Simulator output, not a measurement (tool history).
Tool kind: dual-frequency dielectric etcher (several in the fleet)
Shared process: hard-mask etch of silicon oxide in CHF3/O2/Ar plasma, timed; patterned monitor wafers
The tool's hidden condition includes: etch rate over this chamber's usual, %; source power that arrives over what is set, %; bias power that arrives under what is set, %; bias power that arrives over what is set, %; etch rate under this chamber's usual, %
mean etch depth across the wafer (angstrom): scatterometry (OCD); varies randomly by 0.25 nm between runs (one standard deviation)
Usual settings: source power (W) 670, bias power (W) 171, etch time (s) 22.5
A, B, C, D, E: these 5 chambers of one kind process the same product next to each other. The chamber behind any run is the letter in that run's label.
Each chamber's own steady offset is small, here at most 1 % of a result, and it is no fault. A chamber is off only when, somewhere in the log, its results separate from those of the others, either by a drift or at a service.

run	hour	source power (W)	bias power (W)	etch time (s)	hours since the last wet clean	hours since the last source power generator calibration	hours since the last bias power generator calibration	read-back reference wafer on the same gauge, depth_nm	mean etch depth across the wafer (angstrom)
# hour 2.4: chamber E: wet clean of the chamber
1E	7.9	670	171	22.5	5.5	363.2	2230.9	44.571	458.47
2C	16.1	670	171	22.5	258.6	481.1	228.7	44.590	460.30
3A	24.0	670	171	22.5	391.7	315.4	333.5	44.616	460.70
4B	31.2	670	171	22.5	46.4	923.0	1105.4	44.616	462.16
5D	37.7	670	171	22.5	128.6	674.7	783.1	44.634	455.90
6E	43.8	770	157	22.5	41.4	399.1	2266.8	44.628	468.05
7D	51.7	770	157	22.5	142.6	688.7	797.1	44.550	471.97
8B	59.0	770	157	22.5	74.2	950.8	1133.2	44.627	468.73
9C	63.9	770	157	22.5	306.4	528.9	276.5	44.606	470.37
10A	69.3	770	157	22.5	437.0	360.7	378.8	44.639	467.74
11C	78.2	670	171	22.5	320.7	543.2	290.8	44.591	451.27
12B	85.1	670	129	29.0	100.3	976.9	1159.3	44.683	538.69
13D	89.4	670	129	29.0	180.3	726.4	834.8	44.613	530.80
14A	98.3	670	129	29.0	466.0	389.7	407.8	44.597	538.33
15E	102.6	670	129	29.0	100.2	457.9	2325.6	44.539	541.97
16B	109.8	670	129	29.0	125.0	1001.6	1184.0	44.555	540.32
17E	114.4	670	171	22.5	112.0	469.7	2337.4	44.571	457.50
18D	121.4	670	171	22.5	212.3	758.4	866.8	44.584	450.29
# hour 123.8: chamber C: wet clean of the chamber
19C	130.7	670	171	22.5	7.0	595.7	343.3	44.652	433.02
20A	138.9	670	171	22.5	506.6	430.3	448.4	44.527	458.77
21C	147.9	720	171	29.0	24.2	612.9	360.5	44.612	571.57
22D	153.6	720	171	29.0	244.5	790.6	899.0	44.635	597.53
23B	158.7	720	171	29.0	173.9	1050.5	1232.9	44.601	607.59
24A	163.9	720	171	29.0	531.6	455.3	473.4	44.629	609.75
25E	172.5	720	171	29.0	170.1	527.8	2395.5	44.639	608.54
26C	180.5	670	171	22.5	56.8	645.5	393.1	44.598	428.98
27B	185.7	790	171	18.5	200.9	1077.5	1259.9	44.611	401.94
28E	191.8	790	171	18.5	189.4	547.1	2414.8	44.559	399.41
29A	199.4	790	171	18.5	567.1	490.8	508.9	44.645	400.02
30D	204.7	790	171	18.5	295.6	841.7	950.1	44.566	395.23

Predict what each chamber gives when all 5 of them run the settings below next.
31A	211.6	510	171	22.5					?
31B	211.6	510	171	22.5					?
31C	211.6	510	171	22.5					?
31D	211.6	510	171	22.5					?
31E	211.6	510	171	22.5					?

run	mean etch depth across the wafer (angstrom)
31A	408.94
31B	409.84
31C	391.40
31D	407.67
31E	412.65
